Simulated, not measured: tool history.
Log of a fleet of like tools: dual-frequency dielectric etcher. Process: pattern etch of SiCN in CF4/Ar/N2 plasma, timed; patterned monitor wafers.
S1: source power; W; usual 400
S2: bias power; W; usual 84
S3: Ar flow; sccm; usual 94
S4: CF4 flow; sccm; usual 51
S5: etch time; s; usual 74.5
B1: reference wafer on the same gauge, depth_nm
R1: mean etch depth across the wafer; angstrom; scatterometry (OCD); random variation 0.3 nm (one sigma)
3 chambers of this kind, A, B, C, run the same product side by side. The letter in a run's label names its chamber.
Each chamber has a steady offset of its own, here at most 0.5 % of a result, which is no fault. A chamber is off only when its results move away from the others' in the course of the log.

| run | day | S1 | S2 | S3 | S4 | S5 | B1 | R1 |
|---|---|---|---|---|---|---|---|---|
| 1A | 0.117 | 400 | 84 | 94 | 51 | 74.5 | 56.943 | 587.41 |
| 2C | 0.225 | 400 | 84 | 94 | 51 | 74.5 | 56.894 | 590.89 |
| 3B | 0.446 | 400 | 84 | 94 | 51 | 74.5 | 56.845 | 588.91 |
| 4B | 0.617 | 400 | 84 | 94 | 51 | 74.5 | 56.826 | 593.97 |
| 5C | 0.842 | 400 | 84 | 94 | 51 | 74.5 | 56.867 | 594.02 |
| 6A | 0.967 | 400 | 84 | 94 | 51 | 74.5 | 56.878 | 587.37 |
| 7A | 1.146 | 400 | 84 | 94 | 51 | 74.5 | 56.921 | 589.32 |
| 8C | 1.25 | 400 | 84 | 94 | 51 | 74.5 | 56.9 | 590.04 |
| 9B | 1.375 | 400 | 84 | 94 | 51 | 74.5 | 56.874 | 587.25 |
| 10C | 1.588 | 400 | 84 | 94 | 51 | 74.5 | 56.94 | 588.16 |
|  | 1.65 | chamber B: Ar flow controller replaced |
| 11B | 1.746 | 400 | 84 | 94 | 51 | 74.5 | 56.879 | 592.27 |
|  | 1.979 | chamber A: source power generator calibrated |
| 12A | 1.979 | 400 | 84 | 94 | 51 | 74.5 | 56.883 | 561.38 |
| 13B | 2.125 | 400 | 84 | 94 | 51 | 74.5 | 56.934 | 592.05 |
| 14A | 2.271 | 400 | 84 | 94 | 51 | 74.5 | 56.956 | 565.68 |
| 15C | 2.483 | 400 | 84 | 94 | 51 | 74.5 | 56.946 | 588.46 |
| 16B | 2.717 | 400 | 84 | 94 | 51 | 74.5 | 56.876 | 598.83 |
| 17C | 2.917 | 400 | 84 | 94 | 51 | 74.5 | 56.891 | 586.27 |
| 18A | 3.138 | 400 | 84 | 94 | 51 | 74.5 | 56.902 | 562.13 |
| 19C | 3.312 | 400 | 84 | 94 | 51 | 74.5 | 56.878 | 585.6 |
| 20B | 3.417 | 400 | 84 | 94 | 51 | 74.5 | 56.81 | 592.14 |
| 21A | 3.604 | 400 | 84 | 94 | 51 | 74.5 | 56.953 | 563.92 |

What goes on in this fleet: one chamber off, a drifting gauge, or nothing beyond the chambers' own small offsets? Name the chamber and the cause, if any.

A service left chamber A off against the others.
Cause: source power that arrives under what is set, % = 4.57.

Here are 4 candidates for chamber A's next run, each the usual settings with a change, their results left as question marks. Which one brings its results back in line with what the others give on the usual settings?
In line means no further than this from the other chambers' mean on the usual settings: R1 10 angstrom
| 22A-1 | 3.775 | 400 | 87 | 93 | 52 | 74.5 |  | ? |
| 22A-2 | 3.775 | 400 | 84 | 99 | 48 | 74.5 |  | ? |
| 22A-3 | 3.775 | 400 | 84 | 94 | 69 | 74.5 |  | ? |
| 22A-4 | 3.775 | 400 | 75 | 98 | 51 | 74.5 |  | ? |

The other chambers' mean on the usual settings: R1 590.24 angstrom
| run | R1 |
|---|---|
| 22A-1 | 574.54 |
| 22A-2 | 555.24 |
| 22A-3 | 589.51 |
| 22A-4 | 537.86 |
22A-3 brings the chamber back in line.
